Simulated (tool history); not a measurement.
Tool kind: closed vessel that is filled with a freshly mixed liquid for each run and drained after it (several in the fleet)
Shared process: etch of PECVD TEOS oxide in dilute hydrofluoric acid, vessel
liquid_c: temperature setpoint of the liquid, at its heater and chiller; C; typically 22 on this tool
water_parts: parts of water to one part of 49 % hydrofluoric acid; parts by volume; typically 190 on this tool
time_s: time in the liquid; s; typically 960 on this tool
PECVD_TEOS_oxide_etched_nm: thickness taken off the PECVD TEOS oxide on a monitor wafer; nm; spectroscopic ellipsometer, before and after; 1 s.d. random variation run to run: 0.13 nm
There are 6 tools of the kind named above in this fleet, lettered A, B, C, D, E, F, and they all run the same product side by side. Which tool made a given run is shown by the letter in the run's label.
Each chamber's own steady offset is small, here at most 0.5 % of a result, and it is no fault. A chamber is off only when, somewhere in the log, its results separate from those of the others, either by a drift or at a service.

| run | hour | liquid_c | water_parts | time_s | read-back film thickness of the PECVD TEOS oxide reference wafer, read on the same gauge (nm) | PECVD_TEOS_oxide_etched_nm |
|---|---|---|---|---|---|---|
| 1E | 2.8 | 22 | 190 | 960 | 50.006 | 38.521 |
| 2A | 8.5 | 22 | 190 | 960 | 50.022 | 38.594 |
| 3C | 11.4 | 22 | 190 | 960 | 50.039 | 38.388 |
| 4F | 16 | 22 | 190 | 960 | 50.034 | 38.752 |
| 5B | 20 | 22 | 190 | 960 | 50.042 | 38.447 |
|  | 20.3 | chamber F: hydrofluoric acid flow meter replaced |
| 6D | 24.6 | 22 | 190 | 960 | 50.036 | 38.493 |
| 7B | 28.2 | 22 | 190 | 960 | 49.974 | 38.43 |
| 8F | 31.4 | 17.5 | 160 | 960 | 50.008 | 39.845 |
| 9A | 35 | 17.5 | 160 | 960 | 50.002 | 39.745 |
| 10E | 37.9 | 17.5 | 160 | 960 | 50.034 | 39.194 |
| 11D | 43.6 | 17.5 | 160 | 960 | 50.005 | 39.344 |
| 12C | 48.7 | 17.5 | 160 | 960 | 50.021 | 39.561 |
| 13A | 52.3 | 17.5 | 160 | 960 | 50.018 | 39.664 |
| 14F | 55.1 | 22 | 190 | 960 | 50.023 | 38.615 |
| 15C | 60.1 | 22 | 190 | 960 | 50.008 | 38.792 |
| 16D | 63.4 | 22 | 190 | 960 | 50.009 | 38.639 |
| 17E | 66.3 | 22 | 190 | 960 | 49.982 | 38.613 |
| 18B | 70.5 | 22 | 190 | 960 | 50.037 | 38.592 |
| 19E | 73.5 | 22 | 190 | 960 | 50.009 | 38.748 |
| 20A | 76.6 | 22 | 190 | 960 | 49.985 | 38.459 |
| 21B | 81.2 | 22 | 190 | 960 | 49.975 | 38.373 |
| 22F | 85.8 | 22 | 190 | 960 | 49.989 | 38.604 |
| 23D | 89.4 | 22 | 190 | 960 | 49.952 | 38.461 |
| 24C | 93.6 | 22 | 190 | 960 | 50.003 | 38.997 |
| 25B | 98.5 | 22 | 190 | 960 | 49.983 | 38.566 |
| 26F | 103.8 | 22 | 190 | 960 | 49.964 | 38.532 |
| 27D | 107 | 22 | 190 | 960 | 49.993 | 38.794 |
| 28C | 109.8 | 18.5 | 190 | 1450 | 49.976 | 51.54 |
| 29A | 114.9 | 18.5 | 190 | 1450 | 50.026 | 50.995 |
| 30E | 120.1 | 18.5 | 190 | 1450 | 49.956 | 50.644 |
| 31D | 125.6 | 18.5 | 190 | 1450 | 50.011 | 50.809 |
| 32E | 128.9 | 18.5 | 190 | 1450 | 50.028 | 50.857 |
| 33F | 132.2 | 18.5 | 190 | 1450 | 49.967 | 51.185 |
| 34B | 137.5 | 22 | 190 | 960 | 49.934 | 38.349 |
| 35A | 141.6 | 22 | 190 | 505 | 49.972 | 20.145 |
| 36C | 145.8 | 22 | 190 | 505 | 50.008 | 20.689 |
| 37F | 149.4 | 22 | 190 | 505 | 49.949 | 20.243 |
| 38D | 155.2 | 22 | 190 | 505 | 50.022 | 20.325 |
| 39E | 160.7 | 22 | 190 | 505 | 50.005 | 20.175 |

All 6 chambers run these settings next. Forecast each chamber's results:
| 40A | 164.9 | 22 | 190 | 960 |  | ? |
| 40B | 164.9 | 22 | 190 | 960 |  | ? |
| 40C | 164.9 | 22 | 190 | 960 |  | ? |
| 40D | 164.9 | 22 | 190 | 960 |  | ? |
| 40E | 164.9 | 22 | 190 | 960 |  | ? |
| 40F | 164.9 | 22 | 190 | 960 |  | ? |

| run | PECVD_TEOS_oxide_etched_nm |
|---|---|
| 40A | 38.497 |
| 40B | 38.679 |
| 40C | 39.632 |
| 40D | 38.746 |
| 40E | 38.499 |
| 40F | 38.798 |
